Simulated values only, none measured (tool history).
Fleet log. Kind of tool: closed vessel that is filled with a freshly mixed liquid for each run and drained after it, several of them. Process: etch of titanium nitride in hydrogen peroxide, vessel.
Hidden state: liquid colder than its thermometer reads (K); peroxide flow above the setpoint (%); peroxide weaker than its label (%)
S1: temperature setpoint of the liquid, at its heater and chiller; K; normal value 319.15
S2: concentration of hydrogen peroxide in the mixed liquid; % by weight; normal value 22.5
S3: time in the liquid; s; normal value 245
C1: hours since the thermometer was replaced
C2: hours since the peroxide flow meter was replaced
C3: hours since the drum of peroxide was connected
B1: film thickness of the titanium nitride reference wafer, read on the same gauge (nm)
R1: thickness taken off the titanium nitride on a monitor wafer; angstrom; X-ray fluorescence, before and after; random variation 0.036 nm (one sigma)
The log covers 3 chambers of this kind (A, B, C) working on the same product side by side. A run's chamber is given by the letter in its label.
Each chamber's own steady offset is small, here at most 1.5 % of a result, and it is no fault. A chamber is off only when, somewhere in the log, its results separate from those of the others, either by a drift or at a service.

run,hour,S1,S2,S3,C1,C2,C3,B1,R1
1B,7.5,319.15,22.5,245,1035.4,565.6,310.8,100.05,45.623
2C,14.9,319.15,22.5,245,1879.6,995.7,62.3,100.03,46.685
3A,19.6,319.15,22.5,245,540.8,1503.7,651.8,100.03,46.33
4A,27.3,319.15,22.5,245,548.5,1511.4,659.5,100.02,46.48
5C,33.6,319.15,22.5,245,1898.3,1014.4,81,100.02,46.433
6B,38.6,319.15,22.5,245,1066.5,596.7,341.9,100.02,45.841
7C,45.4,319.15,22.5,315,1910.1,1026.2,92.8,99.987,60.264
8B,50.2,319.15,22.5,315,1078.1,608.3,353.5,99.993,59.529
# hour 53.2: chamber B: new drum of peroxide connected
9A,55.3,319.15,22.5,315,576.5,1539.4,687.5,99.981,59.847
10B,62.1,319.15,22.5,245,1090,620.2,8.9,99.976,45.598
11A,69.3,319.15,22.5,245,590.5,1553.4,701.5,100.03,45.902
12C,73.7,313.15,22.5,345,1938.4,1054.5,121.1,100.03,42.258
13B,77.9,313.15,22.5,345,1105.8,636,24.7,99.979,40.997
14A,86.3,313.15,22.5,345,607.5,1570.4,718.5,99.98,41.064
15C,94.5,319.15,22.5,245,1959.2,1075.3,141.9,99.974,46.783
16B,98.3,319.15,22.5,245,1126.2,656.4,45.1,99.959,45.17
17A,105.8,319.15,22.5,245,627,1589.9,738,100.02,46.928
18C,111.6,319.15,22.5,245,1976.3,1092.4,159,100.05,46.58
19B,117.4,319.15,22.5,245,1145.3,675.5,64.2,99.973,45.27
20C,122.4,319.15,22.5,245,1987.1,1103.2,169.8,99.976,46.68
21A,130.5,311.15,22.5,245,651.7,1614.6,762.7,99.983,25.648
22B,136.2,311.15,22.5,245,1164.1,694.3,83,99.982,24.354
23A,140.7,311.15,22.5,245,661.9,1624.8,772.9,100.01,25.213
24C,144.9,319.15,22.5,245,2009.6,1125.7,192.3,100.03,46.337
25B,149.2,319.15,22.5,245,1177.1,707.3,96,100.05,44.828
26A,155.1,319.15,22.5,245,676.3,1639.2,787.3,99.975,45.908
27C,160.4,319.15,22.5,245,2025.1,1141.2,207.8,100.03,46.681
28A,165.8,319.15,22.5,245,687,1649.9,798,99.957,46.453
# hour 168: chamber C: peroxide flow meter replaced
29C,170.2,319.15,22.5,245,2034.9,2.3,217.6,100.04,46.102
30B,174.2,319.15,22.5,245,1202.1,732.3,121,99.983,44.946
31C,182.5,319.15,22.5,245,2047.2,14.6,229.9,99.988,46.684
32A,189.2,319.15,22.5,245,710.4,1673.3,821.4,99.985,46.352
33B,197.6,319.15,22.5,245,1225.5,755.7,144.4,100.05,45.231
34B,203,319.15,22.5,245,1230.9,761.1,149.8,100.01,43.983
35A,209.8,319.15,22.5,245,731,1693.9,842,99.986,46.339
36C,215,319.15,22.5,245,2079.7,47.1,262.4,100,46.407
37A,219.9,319.15,22.5,245,741.1,1704,852.1,100,46.156
38B,226.2,319.15,22.5,245,1254.1,784.3,173,99.973,44.042
39C,231.9,325.15,22.5,295,2096.6,64,279.3,100.05,86.354
40B,238.6,325.15,22.5,295,1266.5,796.7,185.4,99.98,82.065
41A,246.3,325.15,22.5,295,767.5,1730.4,878.5,100.02,85.079
42C,254.6,319.15,22.5,245,2119.3,86.7,302,100.05,47.123
43A,261.6,319.15,22.5,245,782.8,1745.7,893.8,99.981,46.432
44C,269.5,319.15,22.5,245,2134.2,101.6,316.9,100,46.33

Next, all 3 chambers run the settings below, one line each with question marks for the results. What does each chamber give?
45A,275.6,319.15,22.5,245,,,,,?
45B,275.6,319.15,22.5,245,,,,,?
45C,275.6,319.15,22.5,245,,,,,?

run,R1
45A,46.223
45B,43.018
45C,46.592
